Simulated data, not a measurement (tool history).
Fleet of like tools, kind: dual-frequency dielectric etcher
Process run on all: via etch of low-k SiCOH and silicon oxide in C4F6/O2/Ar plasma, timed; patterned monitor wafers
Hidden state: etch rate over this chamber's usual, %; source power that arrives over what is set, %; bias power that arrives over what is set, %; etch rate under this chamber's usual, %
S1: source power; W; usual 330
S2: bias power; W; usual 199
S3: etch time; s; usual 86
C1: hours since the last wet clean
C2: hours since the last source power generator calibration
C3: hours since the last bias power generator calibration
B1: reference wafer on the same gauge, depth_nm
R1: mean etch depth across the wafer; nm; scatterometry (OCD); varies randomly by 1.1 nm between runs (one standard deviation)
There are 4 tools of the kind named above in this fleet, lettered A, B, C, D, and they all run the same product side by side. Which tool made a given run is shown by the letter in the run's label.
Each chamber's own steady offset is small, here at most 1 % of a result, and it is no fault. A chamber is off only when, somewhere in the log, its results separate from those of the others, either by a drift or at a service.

run,hour,S1,S2,S3,C1,C2,C3,B1,R1
1A,9.1,330,199,86,239.5,1977.4,3299.2,185.19,233.28
2B,19.2,330,199,86,367.4,3265.7,3799.3,185.11,232.56
3C,30.3,330,199,86,316.9,852.7,1885.2,185.01,229.29
4D,38.9,330,199,86,272.2,867.8,4331.2,184.75,231.6
5D,46.4,330,199,86,279.7,875.3,4338.7,185.02,231.6
6C,58.7,330,199,86,345.3,881.1,1913.6,185.13,232.48
7A,64.9,330,199,86,295.3,2033.2,3355,184.99,233.1
8B,75.4,330,199,86,423.6,3321.9,3855.5,185.16,231.77
# hour 76.4: chamber B: bias power generator calibrated
9A,81.9,330,199,86,312.3,2050.2,3372,184.93,231.07
# hour 84.5: chamber B: source power generator calibrated
10D,89.3,330,199,86,322.6,918.2,4381.6,184.91,232.72
11C,102.3,330,199,86,388.9,924.7,1957.2,184.97,228.55
12B,109.1,330,199,86,457.3,24.6,32.8,185.18,232.16
13A,122.2,330,199,86,352.6,2090.5,3412.3,184.96,232.89
14D,129.8,330,199,86,363.1,958.7,4422.1,185,230.59
15C,143.5,330,199,86,430.1,965.9,1998.4,185.2,227.97
16B,150,330,199,86,498.2,65.5,73.7,184.88,228.2
17C,159.6,330,199,86,446.2,982,2014.5,185.25,227.28
# hour 160.3: chamber C: wet clean of the chamber
# hour 167: chamber A: source power generator calibrated
18A,173.5,330,199,86,403.9,6.6,3463.6,184.92,233.74
19D,183,330,199,86,416.3,1011.9,4475.3,185.09,232.34
20B,196.5,260,159,86,544.7,112,120.2,184.84,194.41
21B,209.5,260,159,86,557.7,125,133.2,184.95,191.87
22C,217.7,260,159,86,57.4,1040.1,2072.6,184.75,196.18
23A,226.5,260,159,86,456.9,59.6,3516.6,185.19,195.4
24D,236.2,330,199,86,469.5,1065.1,4528.5,185.09,232.49
25D,249.2,330,199,86,482.5,1078.1,4541.5,184.86,232.65
26B,255.9,330,199,86,604.1,171.4,179.6,184.89,224.94
27A,269.9,290,199,63.5,500.3,103,3560,184.98,165.13
# hour 271.8: chamber D: wet clean of the chamber
28C,281.5,290,199,63.5,121.2,1103.9,2136.4,185.12,160.73
29B,291.4,290,199,63.5,639.6,206.9,215.1,184.93,158.3
30D,304.4,290,199,63.5,32.6,1133.3,4596.7,184.97,164.16
31C,312.3,330,199,86,152,1134.7,2167.2,184.92,228.75

For the next run the whole fleet of 4 chambers uses the same settings. Give each chamber's results:
32A,322.5,330,199,86,,,,,?
32B,322.5,330,199,86,,,,,?
32C,322.5,330,199,86,,,,,?
32D,322.5,330,199,86,,,,,?

run,R1
32A,233.05
32B,223.17
32C,229.24
32D,232.81

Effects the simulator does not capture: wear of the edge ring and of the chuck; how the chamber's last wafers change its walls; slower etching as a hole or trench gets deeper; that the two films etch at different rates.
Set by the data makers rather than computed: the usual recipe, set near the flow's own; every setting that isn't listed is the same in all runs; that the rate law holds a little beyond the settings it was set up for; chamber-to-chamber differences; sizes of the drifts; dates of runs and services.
